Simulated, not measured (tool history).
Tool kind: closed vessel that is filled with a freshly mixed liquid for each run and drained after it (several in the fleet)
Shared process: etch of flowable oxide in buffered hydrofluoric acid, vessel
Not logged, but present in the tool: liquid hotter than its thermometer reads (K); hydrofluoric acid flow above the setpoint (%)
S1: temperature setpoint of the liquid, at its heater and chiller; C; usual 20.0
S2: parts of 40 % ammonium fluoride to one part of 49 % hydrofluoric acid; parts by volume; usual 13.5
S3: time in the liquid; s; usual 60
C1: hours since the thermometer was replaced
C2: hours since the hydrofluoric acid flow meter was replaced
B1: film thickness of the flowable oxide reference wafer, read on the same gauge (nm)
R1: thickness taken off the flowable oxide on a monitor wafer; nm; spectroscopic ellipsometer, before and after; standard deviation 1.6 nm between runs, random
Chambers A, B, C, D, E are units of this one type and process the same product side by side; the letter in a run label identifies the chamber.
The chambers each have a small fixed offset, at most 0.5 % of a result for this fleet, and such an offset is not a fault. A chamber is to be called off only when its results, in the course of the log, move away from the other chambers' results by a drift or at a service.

Run 1D, hour 4.6: usual settings; C1 231.4; C2 15.7; B1 140.00. Result: R1 189.16 nm.
Run 2B, hour 11.5: usual settings; C1 830.3; C2 512.7; B1 140.00. Result: R1 188.63 nm.
Run 3E, hour 19.8: usual settings; C1 989.3; C2 453.9; B1 140.00. Result: R1 187.42 nm.
Run 4A, hour 28.2: usual settings; C1 591.5; C2 418.5; B1 140.00. Result: R1 190.20 nm.
Run 5C, hour 36.6: usual settings; C1 299.7; C2 381.9; B1 139.98. Result: R1 187.44 nm.
Run 6A, hour 43.0: usual settings; C1 606.3; C2 433.3; B1 140.01. Result: R1 188.29 nm.
Run 7B, hour 52.8: usual settings but S1 22.5 C, S2 12.0 parts by volume; C1 871.6; C2 554.0; B1 139.97. Result: R1 245.58 nm.
Run 8D, hour 62.9: usual settings but S1 22.5 C, S2 12.0 parts by volume; C1 289.7; C2 74.0; B1 140.02. Result: R1 244.55 nm.
Run 9E, hour 67.6: usual settings but S1 22.5 C, S2 12.0 parts by volume; C1 1037.1; C2 501.7; B1 139.99. Result: R1 244.87 nm.
Run 10C, hour 72.3: usual settings but S1 22.5 C, S2 12.0 parts by volume; C1 335.4; C2 417.6; B1 140.01. Result: R1 243.71 nm.
Run 11C, hour 79.2: usual settings but S1 22.5 C, S2 12.0 parts by volume; C1 342.3; C2 424.5; B1 140.02. Result: R1 243.69 nm.
Run 12B, hour 86.0: usual settings; C1 904.8; C2 587.2; B1 140.01. Result: R1 186.13 nm.
Run 13D, hour 95.8: usual settings; C1 322.6; C2 106.9; B1 139.99. Result: R1 190.62 nm.
Run 14E, hour 100.4: usual settings but S1 22.0 C, S3 80 s; C1 1069.9; C2 534.5; B1 139.98. Result: R1 286.41 nm.
Run 15A, hour 106.4: usual settings but S1 22.0 C, S3 80 s; C1 669.7; C2 496.7; B1 139.98. Result: R1 285.68 nm.
At hour 107.3: chamber C: hydrofluoric acid flow meter replaced.
Run 16B, hour 115.3: usual settings but S1 22.0 C, S3 80 s; C1 934.1; C2 616.5; B1 140.02. Result: R1 283.70 nm.
Run 17E, hour 122.1: usual settings but S1 22.0 C, S3 80 s; C1 1091.6; C2 556.2; B1 140.02. Result: R1 281.28 nm.
Run 18A, hour 129.2: usual settings but S1 22.0 C, S3 80 s; C1 692.5; C2 519.5; B1 140.00. Result: R1 285.26 nm.
Run 19D, hour 138.5: usual settings; C1 365.3; C2 149.6; B1 139.99. Result: R1 195.19 nm.
Run 20C, hour 147.9: usual settings; C1 411.0; C2 40.7; B1 139.96. Result: R1 188.94 nm.
Run 21D, hour 155.3: usual settings; C1 382.1; C2 166.4; B1 140.03. Result: R1 198.48 nm.
Run 22B, hour 160.9: usual settings; C1 979.7; C2 662.1; B1 140.00. Result: R1 188.88 nm.
Run 23A, hour 170.3: usual settings; C1 733.6; C2 560.6; B1 140.01. Result: R1 190.83 nm.
Run 24E, hour 176.4: usual settings; C1 1145.9; C2 610.5; B1 140.00. Result: R1 188.69 nm.
Run 25C, hour 181.8: usual settings; C1 444.9; C2 74.6; B1 140.00. Result: R1 186.35 nm.
Run 26A, hour 191.8: usual settings; C1 755.1; C2 582.1; B1 139.98. Result: R1 189.05 nm.
Run 27B, hour 201.4: usual settings; C1 1020.2; C2 702.6; B1 140.00. Result: R1 188.69 nm.
Run 28E, hour 210.4: usual settings; C1 1179.9; C2 644.5; B1 140.01. Result: R1 189.30 nm.
Run 29D, hour 219.0: usual settings; C1 445.8; C2 230.1; B1 140.01. Result: R1 200.65 nm.
Run 30C, hour 224.0: usual settings; C1 487.1; C2 116.8; B1 140.00. Result: R1 188.90 nm.
Run 31D, hour 228.5: usual settings; C1 455.3; C2 239.6; B1 140.01. Result: R1 205.93 nm.

The same settings go to every chamber for the next run, one line per chamber below. Forecast the results for each:
Run 32A, hour 236.0: usual settings. Result: R1 ?.
Run 32B, hour 236.0: usual settings. Result: R1 ?.
Run 32C, hour 236.0: usual settings. Result: R1 ?.
Run 32D, hour 236.0: usual settings. Result: R1 ?.
Run 32E, hour 236.0: usual settings. Result: R1 ?.

run      R1
32A  189.02
32B  188.07
32C  191.87
32D  205.54
32E  191.80
